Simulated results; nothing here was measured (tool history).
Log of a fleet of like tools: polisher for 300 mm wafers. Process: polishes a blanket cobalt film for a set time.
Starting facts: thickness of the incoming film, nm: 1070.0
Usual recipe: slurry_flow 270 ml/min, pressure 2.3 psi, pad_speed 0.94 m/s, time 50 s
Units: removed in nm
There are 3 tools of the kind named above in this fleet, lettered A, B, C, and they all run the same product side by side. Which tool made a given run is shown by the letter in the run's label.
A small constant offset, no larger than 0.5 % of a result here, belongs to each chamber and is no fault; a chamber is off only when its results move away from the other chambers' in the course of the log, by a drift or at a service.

run   hour  slurry_flow  pressure  pad_speed  time  removed
 1B    8.3          270       2.3       0.94    50   288.28
 2A   18.0          270       2.3       0.94    50   288.93
 3C   22.9          270       2.3       0.94    50   290.75
      32.1  -- chamber A: worn pad replaced by a new one
 4B   32.7          270       2.3       0.94    50   281.04
 5A   37.7          270       2.3       0.94    50   289.76
      38.6  -- chamber B: worn pad replaced by a new one
 6C   43.1          270       2.3       0.94    50   274.61
 7C   54.2          270       2.3       0.94    50   283.84
      54.5  -- chamber C: slurry nozzle cleaned
 8B   60.1          270       2.3       0.94    50   289.49
 9A   65.4          270       2.3       0.94    50   288.03
10A   72.8          270       2.3       0.94    50   285.75
      73.1  -- chamber A: worn pad replaced by a new one
      74.2  -- chamber B: slurry nozzle cleaned
      75.2  -- chamber C: worn pad replaced by a new one
11C   77.9          270       2.3       0.94    50   288.01
      81.3  -- chamber A: slurry nozzle cleaned
12B   88.5          270       2.3       0.82    50   249.31
      88.7  -- chamber B: worn pad replaced by a new one
13C   94.2          270       2.3       0.82    50   245.26
14A  102.2          270       2.3       0.82    50   256.65
15B  111.9          270       2.3       0.94    50   285.99
16C  119.1          270       2.9       0.94    63   454.56
     119.8  -- chamber A: worn pad replaced by a new one
17B  129.7          270       2.9       0.94    63   443.10
18A  140.9          270       2.9       0.94    63   468.09
     141.8  -- chamber B: worn pad replaced by a new one
19B  151.5          270       2.3       0.94    50   283.92
20A  156.5          270       2.3       0.94    50   287.38
     160.0  -- chamber B: head pressure recalibrated
21C  161.5          270       2.3       0.94    50   284.13
     167.3  -- chamber C: worn pad replaced by a new one
22B  169.2          270       2.3       0.94    50   279.71
     173.5  -- chamber A: worn pad replaced by a new one
23C  180.5          270       2.3       0.94    50   287.30
     188.8  -- chamber B: worn pad replaced by a new one
24A  189.6          270       2.3       0.94    50   285.98
     194.0  -- chamber A: head pressure recalibrated
25B  194.9          270       2.3       0.94    50   286.50
26A  201.1          270       2.3       0.94    50   282.08
27C  210.6          270       2.3       0.94    50   287.96
28B  216.0          270       2.3       0.94    50   282.47
     222.9  -- chamber A: worn pad replaced by a new one
29A  225.8          270       2.3       0.94    50   292.62
30C  237.1          270       2.3       1.18    64   448.06

Decide between three cases: one chamber stands off from its peers, the gauge reading all wafers drifts, or nothing is wrong past each chamber's small offset. Where a chamber is off, say which and what most likely put it there.

Nothing is wrong: each chamber keeps only its own small, steady offset and the gauge holds still.
